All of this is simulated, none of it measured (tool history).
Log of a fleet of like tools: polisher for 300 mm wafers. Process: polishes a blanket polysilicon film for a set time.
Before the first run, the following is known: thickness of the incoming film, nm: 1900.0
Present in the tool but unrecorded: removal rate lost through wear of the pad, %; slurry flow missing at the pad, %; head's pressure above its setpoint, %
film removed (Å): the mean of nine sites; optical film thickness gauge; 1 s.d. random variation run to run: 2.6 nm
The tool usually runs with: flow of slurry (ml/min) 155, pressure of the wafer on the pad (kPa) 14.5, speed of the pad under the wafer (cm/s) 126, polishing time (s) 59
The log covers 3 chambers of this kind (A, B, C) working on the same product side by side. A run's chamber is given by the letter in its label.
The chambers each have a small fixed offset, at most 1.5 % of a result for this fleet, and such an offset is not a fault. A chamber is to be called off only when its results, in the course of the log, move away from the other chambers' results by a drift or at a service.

run	hour	flow of slurry (ml/min)	pressure of the wafer on the pad (kPa)	speed of the pad under the wafer (cm/s)	polishing time (s)	wafers polished on this pad	hours since the slurry nozzle was cleaned	hours since the head pressure was calibrated	film removed (Å)
1B	4	155	14.5	126	59	113	290.3	124.2	3835.5
# hour 6.5: chamber C: worn pad replaced by a new one
2A	7.4	155	14.5	126	59	190	89.5	811.7	3792.7
3C	9.8	155	14.5	126	59	18	171.2	487.3	3859
4B	13.5	155	14.5	126	59	165	299.8	133.7	3809.4
5A	17.4	155	14.5	126	59	245	99.5	821.7	3860.7
6C	19.9	155	19.3	126	59	73	181.3	497.4	5136.1
7B	23.4	155	19.3	126	59	219	309.7	143.6	5076.2
8A	27.4	155	19.3	126	59	299	109.5	831.7	5227.5
9C	30.9	155	14.5	126	59	132	192.3	508.4	3825
10C	33.7	155	14.5	126	59	148	195.1	511.2	3849.3
11A	36.3	155	14.5	126	59	348	118.4	840.6	3785.5
12B	40.4	155	14.5	126	59	312	326.7	160.6	3811.8
13C	43.4	155	14.5	126	59	201	204.8	520.9	3822.5
14B	47.4	155	14.5	126	59	350	333.7	167.6	3851.7
15A	50.4	155	14.5	126	59	425	132.5	854.7	3804.6
16A	53.6	155	14.5	126	59	442	135.7	857.9	3828.1
17C	56.5	155	14.5	126	59	272	217.9	534	3888.6
18B	60	155	14.5	126	59	418	346.3	180.2	3880.2
19A	64.2	155	14.5	126	59	500	146.3	868.5	3866.5
20C	67.6	155	10.3	126	52	332	229	545.1	2409.1
21B	71.1	155	10.3	126	52	479	357.4	191.3	2424
22A	75.3	155	10.3	126	52	560	157.4	879.6	2424.4

For the next run the whole fleet of 3 chambers uses the same settings. Give each chamber's results:
23A	78.4	155	14.5	126	59				?
23B	78.4	155	14.5	126	59				?
23C	78.4	155	14.5	126	59				?

run	film removed (Å)
23A	3850.3
23B	3843
23C	3849.6

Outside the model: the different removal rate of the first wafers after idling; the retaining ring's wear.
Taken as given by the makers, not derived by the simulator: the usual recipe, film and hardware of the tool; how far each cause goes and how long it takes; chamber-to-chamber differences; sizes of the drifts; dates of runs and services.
